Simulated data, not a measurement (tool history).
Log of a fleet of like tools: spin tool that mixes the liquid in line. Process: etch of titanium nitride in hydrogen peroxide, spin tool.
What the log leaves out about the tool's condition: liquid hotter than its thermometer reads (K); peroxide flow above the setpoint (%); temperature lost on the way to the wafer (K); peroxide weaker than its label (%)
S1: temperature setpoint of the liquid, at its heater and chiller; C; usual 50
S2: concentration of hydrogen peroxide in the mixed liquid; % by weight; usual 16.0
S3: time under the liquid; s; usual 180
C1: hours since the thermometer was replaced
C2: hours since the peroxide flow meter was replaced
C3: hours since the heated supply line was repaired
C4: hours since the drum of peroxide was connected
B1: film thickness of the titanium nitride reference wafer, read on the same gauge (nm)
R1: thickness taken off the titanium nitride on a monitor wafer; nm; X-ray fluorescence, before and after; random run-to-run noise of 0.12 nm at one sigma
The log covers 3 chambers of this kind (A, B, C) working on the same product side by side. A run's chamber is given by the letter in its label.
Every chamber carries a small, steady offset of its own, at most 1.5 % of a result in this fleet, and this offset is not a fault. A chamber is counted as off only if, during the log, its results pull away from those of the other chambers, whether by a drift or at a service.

| run | hour | S1 | S2 | S3 | C1 | C2 | C3 | C4 | B1 | R1 |
|---|---|---|---|---|---|---|---|---|---|---|
| 1A | 5.4 | 50 | 16.0 | 180 | 952.4 | 797.1 | 114.7 | 347.2 | 79.994 | 14.136 |
| 2B | 10.2 | 50 | 16.0 | 180 | 767.4 | 232.5 | 1017.9 | 917.6 | 80.025 | 14.017 |
| 3C | 14.2 | 50 | 16.0 | 180 | 81.7 | 1184.6 | 639.5 | 926.6 | 79.975 | 13.961 |
| 4B | 18.1 | 50 | 16.0 | 180 | 775.3 | 240.4 | 1025.8 | 925.5 | 80.031 | 13.980 |
| 5C | 23.4 | 50 | 16.0 | 180 | 90.9 | 1193.8 | 648.7 | 935.8 | 80.042 | 14.041 |
| 6A | 28.6 | 50 | 16.0 | 180 | 975.6 | 820.3 | 137.9 | 370.4 | 80.022 | 13.907 |
| 7B | 32.1 | 50 | 16.0 | 180 | 789.3 | 254.4 | 1039.8 | 939.5 | 79.979 | 14.222 |
| 8A | 36.8 | 50 | 16.0 | 180 | 983.8 | 828.5 | 146.1 | 378.6 | 79.980 | 14.049 |
| 9C | 41.3 | 50 | 16.0 | 180 | 108.8 | 1211.7 | 666.6 | 953.7 | 79.984 | 14.130 |
| 10C | 45.2 | 50 | 16.0 | 180 | 112.7 | 1215.6 | 670.5 | 957.6 | 79.975 | 14.228 |
| 11A | 48.6 | 50 | 16.0 | 180 | 995.6 | 840.3 | 157.9 | 390.4 | 80.043 | 14.020 |
|  | 51.3 | chamber A: new drum of peroxide connected |
| 12B | 52.2 | 50 | 16.0 | 180 | 809.4 | 274.5 | 1059.9 | 959.6 | 79.998 | 14.524 |
| 13B | 57.4 | 50 | 14.0 | 135 | 814.6 | 279.7 | 1065.1 | 964.8 | 79.986 | 10.546 |
| 14C | 62.2 | 50 | 14.0 | 135 | 129.7 | 1232.6 | 687.5 | 974.6 | 79.977 | 10.326 |
| 15A | 66.1 | 50 | 14.0 | 135 | 1013.1 | 857.8 | 175.4 | 14.8 | 79.991 | 10.338 |
| 16B | 71.2 | 50 | 16.0 | 180 | 828.4 | 293.5 | 1078.9 | 978.6 | 79.980 | 14.988 |
|  | 74.3 | chamber C: heated supply line repaired |
| 17C | 74.4 | 50 | 16.0 | 180 | 141.9 | 1244.8 | 0.2 | 986.8 | 79.989 | 14.176 |
| 18A | 79.3 | 50 | 12.5 | 280 | 1026.3 | 871.0 | 188.6 | 28.0 | 79.985 | 20.986 |
| 19C | 84.0 | 50 | 12.5 | 280 | 151.5 | 1254.4 | 9.8 | 996.4 | 80.033 | 20.819 |
| 20B | 88.4 | 50 | 12.5 | 280 | 845.6 | 310.7 | 1096.1 | 995.8 | 80.004 | 22.515 |
| 21A | 91.5 | 50 | 16.0 | 180 | 1038.5 | 883.2 | 200.8 | 40.2 | 79.977 | 14.244 |
| 22A | 95.4 | 50 | 16.0 | 180 | 1042.4 | 887.1 | 204.7 | 44.1 | 79.992 | 14.066 |
| 23B | 99.3 | 50 | 16.0 | 180 | 856.5 | 321.6 | 1107.0 | 1006.7 | 80.033 | 15.602 |

Has any chamber moved away from the others, gradually or after a service, or does the common gauge drift, or do the chambers differ only by their own small steady offsets? State the chamber and the most likely cause if one applies.

One chamber, B, drifts off from the rest bit by bit.
Cause: liquid hotter than its thermometer reads (K) = 1.33.

Below are 4 candidate recipes for chamber B's next run, each the usual settings with a change, their results shown as question marks. Which of them brings B's results back in line with what the other chambers give on the usual settings?
In line here means within this much of the mean the other chambers give on the usual settings: R1 0.430 nm
| 24B-1 | 103.4 | 50 | 16.0 | 175 |  |  |  |  |  | ? |
| 24B-2 | 103.4 | 50 | 18.0 | 180 |  |  |  |  |  | ? |
| 24B-3 | 103.4 | 50 | 23.0 | 180 |  |  |  |  |  | ? |
| 24B-4 | 103.4 | 50 | 16.0 | 165 |  |  |  |  |  | ? |

What the other chambers average on the usual settings: R1 14.167 nm
| run | R1 |
|---|---|
| 24B-1 | 14.931 |
| 24B-2 | 15.749 |
| 24B-3 | 16.604 |
| 24B-4 | 14.078 |
24B-4 puts the chamber back in line with the other chambers.

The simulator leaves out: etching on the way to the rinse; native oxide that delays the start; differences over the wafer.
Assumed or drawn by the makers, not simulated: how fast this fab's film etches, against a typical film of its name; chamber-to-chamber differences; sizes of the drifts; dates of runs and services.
